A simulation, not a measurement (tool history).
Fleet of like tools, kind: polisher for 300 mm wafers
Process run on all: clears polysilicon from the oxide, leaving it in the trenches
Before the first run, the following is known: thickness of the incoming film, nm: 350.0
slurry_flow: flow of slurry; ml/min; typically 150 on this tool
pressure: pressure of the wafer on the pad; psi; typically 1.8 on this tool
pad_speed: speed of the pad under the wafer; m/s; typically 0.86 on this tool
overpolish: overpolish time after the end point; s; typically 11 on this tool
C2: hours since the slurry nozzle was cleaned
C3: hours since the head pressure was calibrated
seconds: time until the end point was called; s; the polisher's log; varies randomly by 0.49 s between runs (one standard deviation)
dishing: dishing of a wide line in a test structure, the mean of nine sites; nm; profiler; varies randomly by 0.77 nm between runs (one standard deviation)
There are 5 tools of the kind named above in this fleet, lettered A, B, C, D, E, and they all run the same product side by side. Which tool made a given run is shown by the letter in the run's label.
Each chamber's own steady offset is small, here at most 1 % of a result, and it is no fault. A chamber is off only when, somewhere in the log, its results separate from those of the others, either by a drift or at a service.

-- day=0.012 chamber E: worn pad replaced by a new one
run 1D day=0.125 | slurry_flow=150 pressure=1.8 pad_speed=0.86 overpolish=11 | wafers_polished_on_this_pad=104 C2=328.1 C3=386.7 | seconds=51.289 dishing=33.117
run 2B day=0.267 | slurry_flow=150 pressure=1.8 pad_speed=0.86 overpolish=11 | wafers_polished_on_this_pad=148 C2=41.2 C3=459.5 | seconds=51.637 dishing=33.187
-- day=0.333 chamber A: worn pad replaced by a new one
run 3E day=0.379 | slurry_flow=150 pressure=1.8 pad_speed=0.86 overpolish=11 | wafers_polished_on_this_pad=121 C2=69.8 C3=256.9 | seconds=51.393 dishing=33.52
run 4C day=0.542 | slurry_flow=150 pressure=1.8 pad_speed=0.86 overpolish=11 | wafers_polished_on_this_pad=421 C2=26 C3=105 | seconds=51.626 dishing=34.071
run 5A day=0.708 | slurry_flow=150 pressure=1.8 pad_speed=0.86 overpolish=11 | wafers_polished_on_this_pad=124 C2=40.2 C3=318.7 | seconds=51.471 dishing=33.961
run 6A day=0.829 | slurry_flow=150 pressure=1.8 pad_speed=0.86 overpolish=11 | wafers_polished_on_this_pad=163 C2=43.1 C3=321.6 | seconds=52.324 dishing=33.157
run 7E day=0.954 | slurry_flow=150 pressure=1.8 pad_speed=0.86 overpolish=11 | wafers_polished_on_this_pad=311 C2=83.6 C3=270.7 | seconds=51.162 dishing=34.763
run 8C day=1.083 | slurry_flow=150 pressure=1.8 pad_speed=0.86 overpolish=11 | wafers_polished_on_this_pad=600 C2=39 C3=118 | seconds=52.368 dishing=33.461
run 9D day=1.275 | slurry_flow=120 pressure=1.8 pad_speed=0.62 overpolish=11 | wafers_polished_on_this_pad=484 C2=355.7 C3=414.3 | seconds=75.155 dishing=28.888
run 10B day=1.442 | slurry_flow=120 pressure=1.8 pad_speed=0.62 overpolish=11 | wafers_polished_on_this_pad=536 C2=69.4 C3=487.7 | seconds=74.638 dishing=29.002
run 11B day=1.629 | slurry_flow=120 pressure=1.8 pad_speed=0.62 overpolish=11 | wafers_polished_on_this_pad=598 C2=73.9 C3=492.2 | seconds=73.83 dishing=29.394
run 12A day=1.729 | slurry_flow=120 pressure=1.8 pad_speed=0.62 overpolish=11 | wafers_polished_on_this_pad=461 C2=64.7 C3=343.2 | seconds=73.864 dishing=29.278
-- day=1.812 chamber B: worn pad replaced by a new one
run 13D day=1.921 | slurry_flow=120 pressure=1.8 pad_speed=0.62 overpolish=11 | wafers_polished_on_this_pad=697 C2=371.2 C3=429.8 | seconds=73.764 dishing=28.956
-- day=2.004 chamber D: worn pad replaced by a new one
-- day=2.088 chamber E: worn pad replaced by a new one
run 14E day=2.108 | slurry_flow=150 pressure=1.8 pad_speed=0.86 overpolish=11 | wafers_polished_on_this_pad=7 C2=111.3 C3=298.4 | seconds=51.932 dishing=33.337
run 15C day=2.262 | slurry_flow=150 pressure=1.8 pad_speed=0.86 overpolish=11 | wafers_polished_on_this_pad=989 C2=67.3 C3=146.3 | seconds=51.884 dishing=33.519
run 16A day=2.421 | slurry_flow=175 pressure=1.8 pad_speed=0.86 overpolish=11 | wafers_polished_on_this_pad=689 C2=81.3 C3=359.8 | seconds=49.902 dishing=33.605
run 17C day=2.55 | slurry_flow=175 pressure=1.8 pad_speed=0.86 overpolish=11 | wafers_polished_on_this_pad=1084 C2=74.2 C3=153.2 | seconds=50.336 dishing=34.547
run 18D day=2.658 | slurry_flow=175 pressure=1.8 pad_speed=0.86 overpolish=11 | wafers_polished_on_this_pad=216 C2=388.9 C3=447.5 | seconds=49.877 dishing=34.35
-- day=2.692 chamber D: head pressure recalibrated
run 19B day=2.771 | slurry_flow=175 pressure=1.8 pad_speed=0.86 overpolish=11 | wafers_polished_on_this_pad=317 C2=101.3 C3=519.6 | seconds=50.217 dishing=32.991
run 20E day=2.962 | slurry_flow=175 pressure=1.8 pad_speed=0.86 overpolish=11 | wafers_polished_on_this_pad=289 C2=131.8 C3=318.9 | seconds=50.29 dishing=33.391
run 21C day=3.088 | slurry_flow=130 pressure=1.6 pad_speed=0.86 overpolish=11 | wafers_polished_on_this_pad=1261 C2=87.1 C3=166.1 | seconds=60.621 dishing=33.069
run 22E day=3.246 | slurry_flow=130 pressure=1.6 pad_speed=0.86 overpolish=11 | wafers_polished_on_this_pad=382 C2=138.6 C3=325.7 | seconds=59.492 dishing=32.126
run 23D day=3.338 | slurry_flow=130 pressure=1.6 pad_speed=0.86 overpolish=11 | wafers_polished_on_this_pad=441 C2=405.2 C3=15.5 | seconds=59.268 dishing=31.748
run 24B day=3.525 | slurry_flow=130 pressure=1.6 pad_speed=0.86 overpolish=11 | wafers_polished_on_this_pad=566 C2=119.4 C3=537.7 | seconds=59.856 dishing=32.003
-- day=3.654 chamber D: worn pad replaced by a new one
-- day=3.679 chamber C: worn pad replaced by a new one
run 25A day=3.692 | slurry_flow=130 pressure=1.6 pad_speed=0.86 overpolish=11 | wafers_polished_on_this_pad=1108 C2=111.8 C3=390.3 | seconds=58.872 dishing=31.23
-- day=3.712 chamber B: worn pad replaced by a new one
run 26A day=3.846 | slurry_flow=150 pressure=1.8 pad_speed=0.86 overpolish=11 | wafers_polished_on_this_pad=1159 C2=115.5 C3=394 | seconds=52.314 dishing=32.632
run 27E day=4.025 | slurry_flow=150 pressure=1.8 pad_speed=0.86 overpolish=11 | wafers_polished_on_this_pad=639 C2=157.3 C3=344.4 | seconds=51.318 dishing=34.674
-- day=4.142 chamber E: worn pad replaced by a new one
run 28B day=4.146 | slurry_flow=150 pressure=1.8 pad_speed=0.86 overpolish=11 | wafers_polished_on_this_pad=143 C2=134.3 C3=552.6 | seconds=51.278 dishing=32.567
run 29C day=4.279 | slurry_flow=150 pressure=1.8 pad_speed=0.86 overpolish=11 | wafers_polished_on_this_pad=198 C2=115.7 C3=194.7 | seconds=51.441 dishing=33.259
run 30D day=4.396 | slurry_flow=150 pressure=1.8 pad_speed=0.86 overpolish=11 | wafers_polished_on_this_pad=245 C2=430.6 C3=40.9 | seconds=51.784 dishing=34.864
run 31C day=4.496 | slurry_flow=150 pressure=1.8 pad_speed=0.86 overpolish=11 | wafers_polished_on_this_pad=270 C2=120.9 C3=199.9 | seconds=51.195 dishing=33.657
run 32A day=4.688 | slurry_flow=150 pressure=1.8 pad_speed=0.86 overpolish=11 | wafers_polished_on_this_pad=1437 C2=135.7 C3=414.2 | seconds=51.885 dishing=32.509
run 33E day=4.879 | slurry_flow=150 pressure=1.8 pad_speed=0.86 overpolish=11 | wafers_polished_on_this_pad=243 C2=177.8 C3=364.9 | seconds=52.123 dishing=33.501
run 34D day=5.017 | slurry_flow=150 pressure=1.8 pad_speed=0.86 overpolish=11 | wafers_polished_on_this_pad=450 C2=445.5 C3=55.8 | seconds=51.943 dishing=35.247

Predict what each chamber gives when all 5 of them run the settings below next.
run 35A day=5.158 | slurry_flow=150 pressure=1.8 pad_speed=0.86 overpolish=11 | seconds=? dishing=?
run 35B day=5.158 | slurry_flow=150 pressure=1.8 pad_speed=0.86 overpolish=11 | seconds=? dishing=?
run 35C day=5.158 | slurry_flow=150 pressure=1.8 pad_speed=0.86 overpolish=11 | seconds=? dishing=?
run 35D day=5.158 | slurry_flow=150 pressure=1.8 pad_speed=0.86 overpolish=11 | seconds=? dishing=?
run 35E day=5.158 | slurry_flow=150 pressure=1.8 pad_speed=0.86 overpolish=11 | seconds=? dishing=?

run=35A seconds=51.95 dishing=34.697
run=35B seconds=52.704 dishing=33.032
run=35C seconds=52.618 dishing=34.002
run=35D seconds=50.585 dishing=31.619
run=35E seconds=51.656 dishing=34.73

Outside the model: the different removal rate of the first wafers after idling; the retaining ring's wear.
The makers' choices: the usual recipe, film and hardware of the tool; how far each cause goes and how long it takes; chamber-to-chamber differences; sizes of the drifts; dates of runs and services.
